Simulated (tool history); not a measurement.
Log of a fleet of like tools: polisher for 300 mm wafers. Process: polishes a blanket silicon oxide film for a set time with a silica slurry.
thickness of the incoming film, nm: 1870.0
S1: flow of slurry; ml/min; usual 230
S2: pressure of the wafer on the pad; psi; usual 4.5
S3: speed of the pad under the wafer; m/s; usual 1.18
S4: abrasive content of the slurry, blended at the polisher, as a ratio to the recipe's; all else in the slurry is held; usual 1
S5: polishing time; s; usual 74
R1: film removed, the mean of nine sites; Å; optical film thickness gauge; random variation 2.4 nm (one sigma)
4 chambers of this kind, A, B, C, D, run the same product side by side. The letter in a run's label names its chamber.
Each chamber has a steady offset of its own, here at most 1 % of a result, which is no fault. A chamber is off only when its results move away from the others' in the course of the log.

{"run": "1B", "day": 0.338, "S1": 230, "S2": 4.5, "S3": 1.18, "S4": 1, "S5": 74, "R1": 2966.5}
{"run": "2C", "day": 0.562, "S1": 230, "S2": 4.5, "S3": 1.18, "S4": 1, "S5": 74, "R1": 2990.8}
{"day": 0.7, "done": "chamber C: head pressure recalibrated"}
{"run": "3D", "day": 0.925, "S1": 230, "S2": 4.5, "S3": 1.18, "S4": 1, "S5": 74, "R1": 2970.6}
{"run": "4A", "day": 1.242, "S1": 230, "S2": 4.5, "S3": 1.18, "S4": 1, "S5": 74, "R1": 2988}
{"run": "5A", "day": 1.554, "S1": 230, "S2": 4.5, "S3": 1.18, "S4": 1, "S5": 74, "R1": 2945.7}
{"day": 1.779, "done": "chamber A: slurry blender recalibrated"}
{"day": 1.971, "done": "chamber D: conditioning disc replaced and pad reconditioned"}
{"run": "6B", "day": 2.025, "S1": 230, "S2": 4.5, "S3": 1.18, "S4": 1, "S5": 74, "R1": 2956.6}
{"run": "7D", "day": 2.367, "S1": 230, "S2": 4.5, "S3": 1.18, "S4": 1, "S5": 74, "R1": 2937.1}
{"day": 2.6, "done": "chamber B: worn pad replaced by a new one"}
{"day": 2.742, "done": "chamber B: slurry blender recalibrated"}
{"run": "8C", "day": 2.762, "S1": 230, "S2": 4.5, "S3": 1.18, "S4": 1, "S5": 74, "R1": 2962.5}
{"day": 2.812, "done": "chamber A: worn pad replaced by a new one"}
{"day": 2.925, "done": "chamber C: worn pad replaced by a new one"}
{"run": "9C", "day": 3.012, "S1": 230, "S2": 4.5, "S3": 1.18, "S4": 1, "S5": 74, "R1": 2961}
{"day": 3.021, "done": "chamber C: conditioning disc replaced and pad reconditioned"}
{"run": "10B", "day": 3.35, "S1": 230, "S2": 4.5, "S3": 1.18, "S4": 1, "S5": 74, "R1": 2929.3}
{"day": 3.408, "done": "chamber D: worn pad replaced by a new one"}
{"run": "11D", "day": 3.692, "S1": 230, "S2": 4.5, "S3": 1.18, "S4": 1, "S5": 74, "R1": 2925.3}
{"run": "12A", "day": 4.167, "S1": 230, "S2": 4.5, "S3": 1.18, "S4": 1, "S5": 74, "R1": 3032.1}
{"run": "13D", "day": 4.433, "S1": 230, "S2": 4.5, "S3": 1.18, "S4": 1, "S5": 74, "R1": 2923.4}
{"run": "14B", "day": 4.708, "S1": 230, "S2": 4.5, "S3": 1.18, "S4": 1, "S5": 74, "R1": 2943.8}
{"day": 4.996, "done": "chamber B: slurry nozzle cleaned"}
{"run": "15A", "day": 5.192, "S1": 230, "S2": 4.5, "S3": 1.18, "S4": 1, "S5": 74, "R1": 2972.6}
{"run": "16C", "day": 5.479, "S1": 230, "S2": 4.5, "S3": 1.18, "S4": 1, "S5": 74, "R1": 2952.2}
{"day": 5.704, "done": "chamber A: conditioning disc replaced and pad reconditioned"}
{"run": "17B", "day": 5.779, "S1": 230, "S2": 4.5, "S3": 1.18, "S4": 1, "S5": 74, "R1": 2920.1}
{"run": "18A", "day": 6.071, "S1": 230, "S2": 4.5, "S3": 1.18, "S4": 1, "S5": 74, "R1": 2961.2}
{"run": "19C", "day": 6.371, "S1": 230, "S2": 4.5, "S3": 1.18, "S4": 1, "S5": 74, "R1": 2983.6}
{"day": 6.562, "done": "chamber B: worn pad replaced by a new one"}
{"run": "20D", "day": 6.842, "S1": 230, "S2": 4.5, "S3": 1.18, "S4": 1, "S5": 74, "R1": 2899}
{"day": 6.979, "done": "chamber A: slurry blender recalibrated"}
{"run": "21B", "day": 7.142, "S1": 230, "S2": 4.5, "S3": 1.18, "S4": 1, "S5": 74, "R1": 2937.2}
{"day": 7.188, "done": "chamber A: worn pad replaced by a new one"}
{"day": 7.429, "done": "chamber D: worn pad replaced by a new one"}
{"run": "22D", "day": 7.438, "S1": 230, "S2": 4.5, "S3": 1.18, "S4": 1, "S5": 74, "R1": 2947.9}
{"day": 7.704, "done": "chamber B: conditioning disc replaced and pad reconditioned"}
{"day": 7.762, "done": "chamber A: head pressure recalibrated"}
{"run": "23C", "day": 7.842, "S1": 230, "S2": 4.5, "S3": 1.18, "S4": 1, "S5": 74, "R1": 2970.4}
{"day": 7.908, "done": "chamber C: worn pad replaced by a new one"}
{"run": "24A", "day": 8.171, "S1": 230, "S2": 4.5, "S3": 1.18, "S4": 1, "S5": 74, "R1": 3209}
{"run": "25D", "day": 8.546, "S1": 230, "S2": 4.5, "S3": 1.18, "S4": 1, "S5": 74, "R1": 2946}
{"run": "26C", "day": 9.0, "S1": 260, "S2": 4.5, "S3": 1.18, "S4": 1, "S5": 58, "R1": 2361.1}
{"run": "27A", "day": 9.333, "S1": 260, "S2": 4.5, "S3": 1.18, "S4": 1, "S5": 58, "R1": 2554.8}
{"day": 9.792, "done": "chamber B: worn pad replaced by a new one"}
{"run": "28B", "day": 9.808, "S1": 260, "S2": 4.5, "S3": 1.18, "S4": 1, "S5": 58, "R1": 2350.7}
{"run": "29C", "day": 10.267, "S1": 260, "S2": 4.5, "S3": 1.18, "S4": 1, "S5": 58, "R1": 2351.3}
{"run": "30A", "day": 10.692, "S1": 230, "S2": 4.5, "S3": 1.18, "S4": 1, "S5": 74, "R1": 3183.7}
{"run": "31B", "day": 11.108, "S1": 230, "S2": 4.5, "S3": 1.18, "S4": 1, "S5": 74, "R1": 2968.9}
{"day": 11.125, "done": "chamber D: slurry blender recalibrated"}
{"day": 11.3, "done": "chamber C: conditioning disc replaced and pad reconditioned"}
{"day": 11.383, "done": "chamber D: worn pad replaced by a new one"}
{"run": "32D", "day": 11.6, "S1": 230, "S2": 4.5, "S3": 1.18, "S4": 1, "S5": 74, "R1": 2945.2}
{"run": "33B", "day": 11.946, "S1": 230, "S2": 4.5, "S3": 1.18, "S4": 1, "S5": 74, "R1": 2960.1}
{"day": 12.046, "done": "chamber A: conditioning disc replaced and pad reconditioned"}
{"run": "34C", "day": 12.412, "S1": 230, "S2": 4.5, "S3": 1.18, "S4": 1, "S5": 74, "R1": 2998.9}
{"day": 12.579, "done": "chamber A: worn pad replaced by a new one"}
{"run": "35A", "day": 12.638, "S1": 230, "S2": 4.5, "S3": 1.18, "S4": 1, "S5": 74, "R1": 3196.5}
{"run": "36D", "day": 12.979, "S1": 230, "S2": 4.5, "S3": 1.18, "S4": 1, "S5": 74, "R1": 2926.1}

Next, every chamber runs the same settings. What will each give?
{"run": "37A", "day": 13.338, "S1": 230, "S2": 4.5, "S3": 1.18, "S4": 1, "S5": 74, "R1": "?"}
{"run": "37B", "day": 13.338, "S1": 230, "S2": 4.5, "S3": 1.18, "S4": 1, "S5": 74, "R1": "?"}
{"run": "37C", "day": 13.338, "S1": 230, "S2": 4.5, "S3": 1.18, "S4": 1, "S5": 74, "R1": "?"}
{"run": "37D", "day": 13.338, "S1": 230, "S2": 4.5, "S3": 1.18, "S4": 1, "S5": 74, "R1": "?"}

run=37A R1=3233.5
run=37B R1=2919.7
run=37C R1=2915.3
run=37D R1=2949.9
